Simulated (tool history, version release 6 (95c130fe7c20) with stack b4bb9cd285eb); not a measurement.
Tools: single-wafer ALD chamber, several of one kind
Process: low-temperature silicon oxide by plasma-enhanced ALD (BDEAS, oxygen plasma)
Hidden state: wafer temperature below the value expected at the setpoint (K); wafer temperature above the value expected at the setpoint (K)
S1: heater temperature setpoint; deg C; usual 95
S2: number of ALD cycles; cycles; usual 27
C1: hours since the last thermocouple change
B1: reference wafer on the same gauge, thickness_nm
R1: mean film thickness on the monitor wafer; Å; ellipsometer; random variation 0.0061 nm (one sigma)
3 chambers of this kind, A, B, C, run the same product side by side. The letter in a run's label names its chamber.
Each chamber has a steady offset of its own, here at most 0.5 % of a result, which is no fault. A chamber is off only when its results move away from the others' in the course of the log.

| run | hour | S1 | S2 | C1 | B1 | R1 |
|---|---|---|---|---|---|---|
| 1A | 7.8 | 95 | 27 | 521.1 | 3.8898 | 39.110 |
| 2C | 13.8 | 95 | 27 | 2053.1 | 3.8906 | 39.512 |
| 3B | 21.6 | 95 | 27 | 186.1 | 3.8887 | 39.067 |
| 4B | 28.6 | 95 | 27 | 193.1 | 3.8888 | 39.089 |
| 5C | 37.5 | 95 | 24 | 2076.8 | 3.8863 | 35.058 |
| 6A | 44.1 | 95 | 24 | 557.4 | 3.8845 | 34.839 |
| 7C | 49.2 | 95 | 24 | 2088.5 | 3.8857 | 34.948 |
| 8A | 55.4 | 95 | 27 | 568.7 | 3.8867 | 39.160 |
| 9B | 62.1 | 95 | 27 | 226.6 | 3.8853 | 38.961 |
| 10A | 72.3 | 95 | 27 | 585.6 | 3.8854 | 39.167 |
| 11C | 78.0 | 102 | 27 | 2117.3 | 3.8840 | 38.394 |
| 12B | 86.9 | 102 | 27 | 251.4 | 3.8843 | 38.192 |
| 13C | 96.0 | 102 | 27 | 2135.3 | 3.8829 | 38.528 |
| 14B | 102.9 | 103 | 25 | 267.4 | 3.8821 | 35.386 |
| 15A | 110.3 | 103 | 25 | 623.6 | 3.8808 | 35.313 |
| 16B | 115.5 | 103 | 25 | 280.0 | 3.8817 | 35.300 |
| 17A | 125.5 | 105 | 24 | 638.8 | 3.8787 | 33.744 |
| 18C | 135.3 | 105 | 24 | 2174.6 | 3.8810 | 33.952 |
| 19A | 144.0 | 105 | 24 | 657.3 | 3.8792 | 33.808 |
| 20C | 149.0 | 85 | 31 | 2188.3 | 3.8795 | 46.770 |
| 21B | 153.5 | 85 | 31 | 318.0 | 3.8780 | 46.374 |
| 22C | 161.6 | 85 | 31 | 2200.9 | 3.8768 | 46.701 |
| 23B | 168.6 | 95 | 27 | 333.1 | 3.8777 | 39.073 |
| 24A | 176.8 | 95 | 27 | 690.1 | 3.8760 | 38.961 |
| 25C | 181.8 | 95 | 27 | 2221.1 | 3.8742 | 39.250 |
| 26B | 186.7 | 95 | 27 | 351.2 | 3.8763 | 38.996 |
| 27A | 193.8 | 95 | 27 | 707.1 | 3.8769 | 39.087 |
| 28B | 198.4 | 87 | 25 | 362.9 | 3.8761 | 37.085 |
| 29C | 206.3 | 87 | 25 | 2245.6 | 3.8763 | 37.364 |
| 30A | 214.6 | 87 | 25 | 727.9 | 3.8728 | 37.152 |
| 31B | 221.8 | 95 | 27 | 386.3 | 3.8731 | 38.944 |
| 32C | 228.5 | 95 | 27 | 2267.8 | 3.8736 | 39.210 |
| 33A | 238.6 | 95 | 27 | 751.9 | 3.8712 | 39.017 |
| 34A | 245.4 | 95 | 27 | 758.7 | 3.8721 | 38.815 |
| 35C | 254.8 | 95 | 27 | 2294.1 | 3.8700 | 39.242 |
| 36B | 264.8 | 95 | 27 | 429.3 | 3.8708 | 38.948 |
| 37C | 270.1 | 95 | 27 | 2309.4 | 3.8690 | 39.213 |
| 38B | 275.3 | 95 | 27 | 439.8 | 3.8680 | 38.932 |
| 39A | 281.9 | 95 | 27 | 795.2 | 3.8683 | 39.034 |
| 40C | 290.3 | 95 | 27 | 2329.6 | 3.8671 | 39.143 |
| 41B | 295.0 | 95 | 27 | 459.5 | 3.8698 | 38.933 |
| 42A | 301.7 | 95 | 27 | 815.0 | 3.8673 | 38.944 |
| 43C | 310.8 | 95 | 27 | 2350.1 | 3.8674 | 39.148 |
| 44B | 318.1 | 95 | 27 | 482.6 | 3.8680 | 38.894 |

Is one chamber off against the others, does the gauge drift, or is nothing wrong? If a chamber is off, say which, and what the likeliest cause is.

The gauge drifts, so all chambers seem to drift together. No chamber is off.
Cause: gauge reads low (%) = 0.635.
